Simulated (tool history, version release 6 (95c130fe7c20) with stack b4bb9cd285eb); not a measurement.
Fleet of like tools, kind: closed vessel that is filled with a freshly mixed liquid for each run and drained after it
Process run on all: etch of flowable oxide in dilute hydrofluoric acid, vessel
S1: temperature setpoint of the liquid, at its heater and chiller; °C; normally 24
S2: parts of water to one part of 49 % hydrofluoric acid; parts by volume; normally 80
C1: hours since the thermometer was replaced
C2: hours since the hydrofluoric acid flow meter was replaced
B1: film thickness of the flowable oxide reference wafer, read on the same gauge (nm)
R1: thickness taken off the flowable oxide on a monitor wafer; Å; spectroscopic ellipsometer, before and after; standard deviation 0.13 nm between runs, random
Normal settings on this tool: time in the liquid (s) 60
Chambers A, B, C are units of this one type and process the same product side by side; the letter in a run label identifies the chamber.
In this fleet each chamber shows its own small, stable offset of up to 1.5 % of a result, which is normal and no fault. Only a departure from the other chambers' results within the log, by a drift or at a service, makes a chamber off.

Run 1C, hour 3.4: usual settings; C1 291.3; C2 530.5; B1 90.043. Result: R1 367.67 Å.
Run 2A, hour 6.6: usual settings; C1 948.9; C2 1828.2; B1 89.987. Result: R1 371.11 Å.
Run 3B, hour 9.5: usual settings; C1 557.4; C2 971.4; B1 89.99. Result: R1 372.49 Å.
Run 4C, hour 11.9: usual settings; C1 299.8; C2 539; B1 90.004. Result: R1 369.11 Å.
Run 5A, hour 15: usual settings but S2 110 parts by volume, time in the liquid (s) 35; C1 957.3; C2 1836.6; B1 89.984. Result: R1 151.8 Å.
Run 6B, hour 18.7: usual settings but S2 110 parts by volume, time in the liquid (s) 35; C1 566.6; C2 980.6; B1 90.017. Result: R1 153.31 Å.
Run 7C, hour 22.6: usual settings but S2 110 parts by volume, time in the liquid (s) 35; C1 310.5; C2 549.7; B1 89.985. Result: R1 150.03 Å.
Run 8A, hour 27.4: usual settings but S2 115 parts by volume, time in the liquid (s) 75; C1 969.7; C2 1849; B1 90.01. Result: R1 308.6 Å.
Run 9B, hour 32.2: usual settings but S2 115 parts by volume, time in the liquid (s) 75; C1 580.1; C2 994.1; B1 90.018. Result: R1 310.66 Å.
Run 10A, hour 35.4: usual settings but S2 115 parts by volume, time in the liquid (s) 75; C1 977.7; C2 1857; B1 89.98. Result: R1 310.24 Å.
Run 11C, hour 38.9: usual settings; C1 326.8; C2 566; B1 90.038. Result: R1 370.37 Å.
Run 12B, hour 42.4: usual settings; C1 590.3; C2 1004.3; B1 90.013. Result: R1 372.49 Å.
Run 13A, hour 47.2: usual settings; C1 989.5; C2 1868.8; B1 90.049. Result: R1 371.79 Å.
Run 14C, hour 51.6: usual settings; C1 339.5; C2 578.7; B1 89.983. Result: R1 368.02 Å.
Run 15B, hour 54.8: usual settings; C1 602.7; C2 1016.7; B1 89.966. Result: R1 372.28 Å.
Run 16A, hour 59.4: usual settings; C1 1001.7; C2 1881; B1 89.965. Result: R1 371.43 Å.
Run 17B, hour 61.7: usual settings but S2 55 parts by volume, time in the liquid (s) 85; C1 609.6; C2 1023.6; B1 90.029. Result: R1 791.45 Å.
Run 18C, hour 66.5: usual settings but S2 55 parts by volume, time in the liquid (s) 85; C1 354.4; C2 593.6; B1 89.991. Result: R1 779.8 Å.
Run 19A, hour 69.8: usual settings but S2 55 parts by volume, time in the liquid (s) 85; C1 1012.1; C2 1891.4; B1 89.96. Result: R1 798.26 Å.
Run 20B, hour 71.9: usual settings; C1 619.8; C2 1033.8; B1 90.016. Result: R1 373.69 Å.
Run 21C, hour 74.4: usual settings; C1 362.3; C2 601.5; B1 90.004. Result: R1 362.61 Å.
Run 22A, hour 77: usual settings; C1 1019.3; C2 1898.6; B1 90.015. Result: R1 370.19 Å.
Run 23C, hour 80.3: usual settings; C1 368.2; C2 607.4; B1 90.016. Result: R1 358.7 Å.
Run 24B, hour 83.8: usual settings; C1 631.7; C2 1045.7; B1 89.949. Result: R1 376.1 Å.
Run 25B, hour 87.4: usual settings; C1 635.3; C2 1049.3; B1 90.024. Result: R1 373.81 Å.
Run 26A, hour 90.3: usual settings; C1 1032.6; C2 1911.9; B1 89.976. Result: R1 372.78 Å.
Run 27C, hour 94.4: usual settings; C1 382.3; C2 621.5; B1 90.042. Result: R1 357.68 Å.
Run 28A, hour 97.8: usual settings; C1 1040.1; C2 1919.4; B1 90.01. Result: R1 372.87 Å.
Run 29C, hour 101.8: usual settings; C1 389.7; C2 628.9; B1 90.012. Result: R1 355.71 Å.
Run 30B, hour 106.5: usual settings but S1 21.5 °C, S2 100 parts by volume; C1 654.4; C2 1068.4; B1 89.973. Result: R1 264.49 Å.
Run 31C, hour 110.5: usual settings but S1 21.5 °C, S2 100 parts by volume; C1 398.4; C2 637.6; B1 90.002. Result: R1 250.09 Å.
Run 32A, hour 113.7: usual settings but S1 21.5 °C, S2 100 parts by volume; C1 1056; C2 1935.3; B1 89.979. Result: R1 261.85 Å.
Run 33B, hour 116.5: usual settings; C1 664.4; C2 1078.4; B1 90.03. Result: R1 374.57 Å.
Run 34C, hour 120.2: usual settings; C1 408.1; C2 647.3; B1 90.008. Result: R1 351.17 Å.

Read the log: is a single chamber off, either drifting away or since a service, is the gauge that measures every chamber drifting, or is nothing wrong beyond small per-chamber offsets? Name any odd chamber and what most likely caused it.

One chamber, C, drifts off from the rest bit by bit.
Likeliest cause: liquid colder than its thermometer reads (K) = 1.23.
It could be hard to tell apart here from: hydrofluoric acid flow below the setpoint (%).

Below are 4 candidate recipes for chamber C's next run, each the usual settings with a change, their results shown as question marks. Which of them brings C's results back in line with what the other chambers give on the usual settings?
A result is in line if it is within this distance of the other chambers' mean on the usual settings: R1 4.5 Å
Run 35C-1, hour 123.6: usual settings but S1 23 °C. Result: R1 ?.
Run 35C-2, hour 123.6: usual settings but S1 25 °C. Result: R1 ?.
Run 35C-3, hour 123.6: usual settings but S1 25.5 °C. Result: R1 ?.
Run 35C-4, hour 123.6: usual settings but S1 22.5 °C. Result: R1 ?.

The mean the other chambers reach with the usual settings: R1 372.74 Å
  run      R1
35C-1  335.93
35C-2  363.92
35C-3  371.17
35C-4   329.1
It is 35C-3 that realigns the chamber with its peers.

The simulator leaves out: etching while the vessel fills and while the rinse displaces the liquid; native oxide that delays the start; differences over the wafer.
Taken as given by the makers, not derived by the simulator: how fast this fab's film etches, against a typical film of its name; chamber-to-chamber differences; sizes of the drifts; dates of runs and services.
